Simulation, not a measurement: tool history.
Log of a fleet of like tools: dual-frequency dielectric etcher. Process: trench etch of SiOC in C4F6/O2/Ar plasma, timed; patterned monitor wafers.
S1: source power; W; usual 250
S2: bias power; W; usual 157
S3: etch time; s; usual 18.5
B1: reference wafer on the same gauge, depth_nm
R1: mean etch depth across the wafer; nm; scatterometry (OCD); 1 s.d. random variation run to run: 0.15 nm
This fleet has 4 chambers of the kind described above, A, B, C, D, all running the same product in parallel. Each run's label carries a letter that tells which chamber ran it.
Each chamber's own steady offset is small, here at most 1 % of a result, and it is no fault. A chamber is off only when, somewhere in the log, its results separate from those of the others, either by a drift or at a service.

-- hour=3.4 chamber C: source power generator calibrated
run 1C hour=8.7 | S1=250 S2=157 S3=18.5 | B1=32.02 | R1=30.679
run 2D hour=14.7 | S1=250 S2=157 S3=18.5 | B1=31.997 | R1=30.922
run 3A hour=19.9 | S1=250 S2=157 S3=18.5 | B1=32.025 | R1=30.466
run 4B hour=27.1 | S1=250 S2=157 S3=18.5 | B1=32.003 | R1=30.484
run 5D hour=36.7 | S1=250 S2=157 S3=18.5 | B1=32.022 | R1=30.928
-- hour=38.7 chamber C: wet clean of the chamber
run 6C hour=43.1 | S1=250 S2=135 S3=18.5 | B1=31.959 | R1=29.437
run 7A hour=50.6 | S1=250 S2=135 S3=18.5 | B1=31.964 | R1=29.218
run 8B hour=58.3 | S1=250 S2=135 S3=18.5 | B1=32.014 | R1=29.104
run 9C hour=65.4 | S1=250 S2=135 S3=18.5 | B1=32.027 | R1=29.144
run 10D hour=73.7 | S1=250 S2=157 S3=18.5 | B1=32.022 | R1=30.686
-- hour=74.2 chamber B: wet clean of the chamber
run 11B hour=79.5 | S1=250 S2=157 S3=18.5 | B1=31.956 | R1=30.382
run 12A hour=86.6 | S1=250 S2=157 S3=18.5 | B1=31.991 | R1=30.841
-- hour=89.8 chamber D: wet clean of the chamber
run 13A hour=93.7 | S1=250 S2=157 S3=18.5 | B1=32.015 | R1=30.735
run 14D hour=102.9 | S1=250 S2=157 S3=18.5 | B1=31.996 | R1=29.345
run 15C hour=111 | S1=250 S2=157 S3=18.5 | B1=32.023 | R1=30.781
run 16B hour=120.6 | S1=250 S2=157 S3=18.5 | B1=31.969 | R1=30.617
run 17B hour=129.9 | S1=250 S2=157 S3=18.5 | B1=31.976 | R1=30.585
run 18A hour=134.6 | S1=250 S2=157 S3=18.5 | B1=32.02 | R1=30.906
run 19C hour=140.9 | S1=250 S2=157 S3=18.5 | B1=32.018 | R1=30.638
run 20D hour=147.2 | S1=250 S2=157 S3=18.5 | B1=31.988 | R1=29.319
run 21D hour=156.2 | S1=200 S2=157 S3=20 | B1=32.015 | R1=29.261
run 22A hour=164.3 | S1=200 S2=157 S3=20 | B1=32.024 | R1=30.369
run 23C hour=171 | S1=200 S2=157 S3=20 | B1=32.013 | R1=30.495
run 24B hour=175.2 | S1=200 S2=157 S3=20 | B1=32.035 | R1=30.261
run 25B hour=184.2 | S1=250 S2=132 S3=21 | B1=32.004 | R1=32.968
run 26D hour=190.8 | S1=250 S2=132 S3=21 | B1=31.991 | R1=31.526
run 27C hour=196.3 | S1=250 S2=132 S3=21 | B1=32.012 | R1=32.986
run 28A hour=201.1 | S1=250 S2=132 S3=21 | B1=31.993 | R1=32.947
run 29A hour=205.5 | S1=250 S2=157 S3=21.5 | B1=32.017 | R1=35.438
run 30D hour=210 | S1=250 S2=157 S3=21.5 | B1=32.01 | R1=34.276
run 31C hour=216.1 | S1=250 S2=157 S3=21.5 | B1=32.009 | R1=35.749
run 32B hour=220.8 | S1=250 S2=157 S3=21.5 | B1=32.045 | R1=35.592
run 33C hour=228.1 | S1=250 S2=157 S3=18.5 | B1=32.028 | R1=30.653
run 34B hour=233.3 | S1=250 S2=157 S3=18.5 | B1=32.02 | R1=30.603
run 35D hour=240 | S1=250 S2=157 S3=18.5 | B1=31.988 | R1=29.35
run 36A hour=245.9 | S1=250 S2=157 S3=18.5 | B1=32.002 | R1=30.723
run 37C hour=250.2 | S1=250 S2=157 S3=18.5 | B1=31.994 | R1=30.6
run 38D hour=255.5 | S1=250 S2=157 S3=18.5 | B1=31.995 | R1=29.332
run 39A hour=263.6 | S1=250 S2=157 S3=18.5 | B1=32.028 | R1=30.806

Each of the 4 chambers runs these same settings next. Fill in every chamber's results:
run 40A hour=270.5 | S1=250 S2=174 S3=18.5 | R1=?
run 40B hour=270.5 | S1=250 S2=174 S3=18.5 | R1=?
run 40C hour=270.5 | S1=250 S2=174 S3=18.5 | R1=?
run 40D hour=270.5 | S1=250 S2=174 S3=18.5 | R1=?

run=40A R1=31.789
run=40B R1=31.496
run=40C R1=31.382
run=40D R1=30.366
